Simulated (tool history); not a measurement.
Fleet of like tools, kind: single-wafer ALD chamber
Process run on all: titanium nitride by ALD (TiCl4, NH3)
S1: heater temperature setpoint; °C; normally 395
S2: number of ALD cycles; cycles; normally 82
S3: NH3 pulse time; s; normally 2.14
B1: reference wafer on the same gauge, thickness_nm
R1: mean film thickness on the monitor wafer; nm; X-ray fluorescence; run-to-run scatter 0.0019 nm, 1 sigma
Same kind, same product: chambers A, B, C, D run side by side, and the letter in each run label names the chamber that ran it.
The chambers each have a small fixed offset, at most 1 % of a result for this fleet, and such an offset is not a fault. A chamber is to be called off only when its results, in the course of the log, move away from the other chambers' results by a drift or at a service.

| run | hour | S1 | S2 | S3 | B1 | R1 |
|---|---|---|---|---|---|---|
| 1D | 5.1 | 395 | 82 | 2.14 | 1.8303 | 1.8259 |
| 2C | 7.6 | 395 | 82 | 2.14 | 1.8308 | 1.8137 |
| 3A | 11.3 | 395 | 82 | 2.14 | 1.8305 | 1.8135 |
| 4B | 16.3 | 395 | 82 | 2.14 | 1.8308 | 1.8151 |
| 5A | 19.8 | 395 | 82 | 2.14 | 1.8312 | 1.8098 |
| 6B | 22.6 | 395 | 82 | 2.14 | 1.8310 | 1.8099 |
| 7C | 25.0 | 395 | 82 | 2.14 | 1.8314 | 1.8159 |
| 8D | 28.9 | 395 | 82 | 2.14 | 1.8313 | 1.8265 |
| 9B | 33.1 | 395 | 82 | 2.14 | 1.8315 | 1.8087 |
| 10C | 35.7 | 395 | 82 | 2.14 | 1.8321 | 1.8166 |
| 11A | 38.6 | 395 | 82 | 2.14 | 1.8316 | 1.8150 |
| 12D | 42.1 | 395 | 82 | 2.14 | 1.8318 | 1.8266 |
| 13D | 47.0 | 395 | 82 | 2.14 | 1.8322 | 1.8277 |
| 14B | 49.5 | 395 | 82 | 2.14 | 1.8320 | 1.8126 |
| 15A | 53.4 | 395 | 82 | 2.14 | 1.8327 | 1.8136 |
| 16C | 56.1 | 395 | 82 | 2.14 | 1.8332 | 1.8213 |
| 17B | 59.6 | 395 | 82 | 2.14 | 1.8330 | 1.8106 |
| 18C | 63.9 | 395 | 82 | 2.14 | 1.8334 | 1.8177 |
| 19A | 67.9 | 395 | 82 | 2.14 | 1.8332 | 1.8187 |
| 20D | 71.4 | 395 | 82 | 2.14 | 1.8339 | 1.8313 |
| 21C | 75.9 | 395 | 82 | 2.14 | 1.8336 | 1.8235 |
| 22A | 80.1 | 395 | 82 | 2.14 | 1.8341 | 1.8203 |
| 23B | 83.4 | 395 | 82 | 1.47 | 1.8334 | 1.7812 |
| 24D | 87.8 | 395 | 82 | 1.47 | 1.8345 | 1.7950 |
| 25D | 91.3 | 395 | 82 | 1.47 | 1.8343 | 1.7987 |
| 26B | 96.0 | 395 | 82 | 1.47 | 1.8349 | 1.7822 |
| 27A | 99.6 | 395 | 82 | 2.14 | 1.8347 | 1.8179 |
| 28C | 102.3 | 395 | 82 | 2.14 | 1.8348 | 1.8196 |
| 29A | 105.8 | 395 | 82 | 2.14 | 1.8354 | 1.8170 |
| 30B | 108.4 | 395 | 82 | 2.14 | 1.8358 | 1.8145 |
| 31D | 112.1 | 395 | 82 | 2.14 | 1.8356 | 1.8284 |
| 32C | 116.8 | 395 | 82 | 2.14 | 1.8357 | 1.8228 |
| 33C | 120.0 | 395 | 82 | 1.74 | 1.8360 | 1.8074 |
| 34A | 123.7 | 395 | 82 | 1.74 | 1.8361 | 1.8009 |
| 35B | 126.6 | 395 | 82 | 1.74 | 1.8358 | 1.7986 |
| 36D | 130.1 | 395 | 82 | 1.74 | 1.8360 | 1.8155 |
| 37A | 134.8 | 395 | 82 | 2.14 | 1.8369 | 1.8202 |
| 38D | 137.7 | 395 | 82 | 2.14 | 1.8368 | 1.8321 |
| 39C | 141.1 | 395 | 82 | 2.14 | 1.8371 | 1.8234 |
| 40B | 144.6 | 395 | 82 | 2.14 | 1.8369 | 1.8159 |
| 41C | 149.0 | 395 | 82 | 2.14 | 1.8374 | 1.8233 |
| 42A | 152.1 | 395 | 82 | 2.14 | 1.8374 | 1.8178 |
| 43B | 155.3 | 395 | 82 | 1.51 | 1.8374 | 1.7864 |

All 4 chambers run these settings next. Forecast each chamber's results:
| 44A | 158.9 | 395 | 93 | 2.14 |  | ? |
| 44B | 158.9 | 395 | 93 | 2.14 |  | ? |
| 44C | 158.9 | 395 | 93 | 2.14 |  | ? |
| 44D | 158.9 | 395 | 93 | 2.14 |  | ? |

| run | R1 |
|---|---|
| 44A | 2.0633 |
| 44B | 2.0593 |
| 44C | 2.0686 |
| 44D | 2.0811 |
